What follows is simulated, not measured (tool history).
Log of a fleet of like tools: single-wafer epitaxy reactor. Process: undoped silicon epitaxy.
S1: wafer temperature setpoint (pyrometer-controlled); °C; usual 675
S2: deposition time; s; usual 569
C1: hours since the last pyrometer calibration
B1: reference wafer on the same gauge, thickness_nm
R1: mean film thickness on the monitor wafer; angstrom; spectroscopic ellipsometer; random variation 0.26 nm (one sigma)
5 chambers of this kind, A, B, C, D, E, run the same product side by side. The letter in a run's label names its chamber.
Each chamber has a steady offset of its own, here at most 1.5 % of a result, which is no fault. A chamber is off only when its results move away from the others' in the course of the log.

run,day,S1,S2,C1,B1,R1
1A,0.275,675,569,21.9,168.98,1634.2
2E,0.571,675,569,1129.1,168.89,1635.5
3D,0.758,675,569,1351.0,168.94,1604.4
4C,0.962,675,569,857.8,168.88,1638.1
5B,1.138,661,569,542.7,168.87,1219.5
6C,1.312,661,569,866.2,168.86,1219.1
7D,1.488,661,569,1368.5,168.84,1190.4
8E,1.675,661,569,1155.6,168.85,1228.2
9A,2.021,661,569,63.8,168.75,1221.5
10B,2.250,675,569,569.4,168.79,1632.5
11E,2.608,675,569,1178.0,168.70,1635.9
12C,2.958,675,569,905.7,168.70,1630.0
13B,3.288,675,569,594.3,168.71,1631.9
14A,3.588,675,569,101.4,168.58,1636.7
15D,3.821,680,677,1424.5,168.64,2113.6
16D,4.038,680,677,1429.7,168.60,2110.3
17B,4.346,680,677,619.7,168.53,2147.8
18A,4.633,680,677,126.5,168.47,2152.3
19C,4.846,680,677,951.0,168.51,2154.1
20E,5.112,675,569,1238.1,168.53,1632.8
21C,5.417,675,569,964.7,168.40,1633.7
22A,5.600,675,569,149.7,168.45,1632.3
# day 5.783: chamber D: pyrometer calibrated
23D,5.900,675,569,2.8,168.44,1598.1
24B,6.067,675,569,661.0,168.34,1629.1
25E,6.446,675,569,1270.1,168.37,1632.7
26D,6.696,675,569,21.9,168.34,1599.3
27E,6.888,675,569,1280.7,168.30,1630.5
28C,7.125,675,569,1005.7,168.26,1629.2
29A,7.408,675,569,193.1,168.20,1627.8
30B,7.779,675,569,702.1,168.26,1625.6
31D,8.021,675,569,53.7,168.16,1592.5
32E,8.271,675,569,1313.9,168.12,1630.7
33C,8.642,675,569,1042.1,168.13,1625.6
34A,8.875,675,569,228.3,168.16,1628.0
35B,9.112,675,569,734.1,168.08,1629.5
36B,9.467,675,569,742.6,168.01,1628.7
37E,9.762,675,569,1349.7,167.97,1628.9
38C,10.075,675,569,1076.5,167.97,1625.7
39A,10.438,675,569,265.8,167.93,1626.4

Next, every chamber runs the same settings. What will each give?
40A,10.712,675,569,,,?
40B,10.712,675,569,,,?
40C,10.712,675,569,,,?
40D,10.712,675,569,,,?
40E,10.712,675,569,,,?

run,R1
40A,1628.5
40B,1627.5
40C,1626.3
40D,1600.2
40E,1622.8
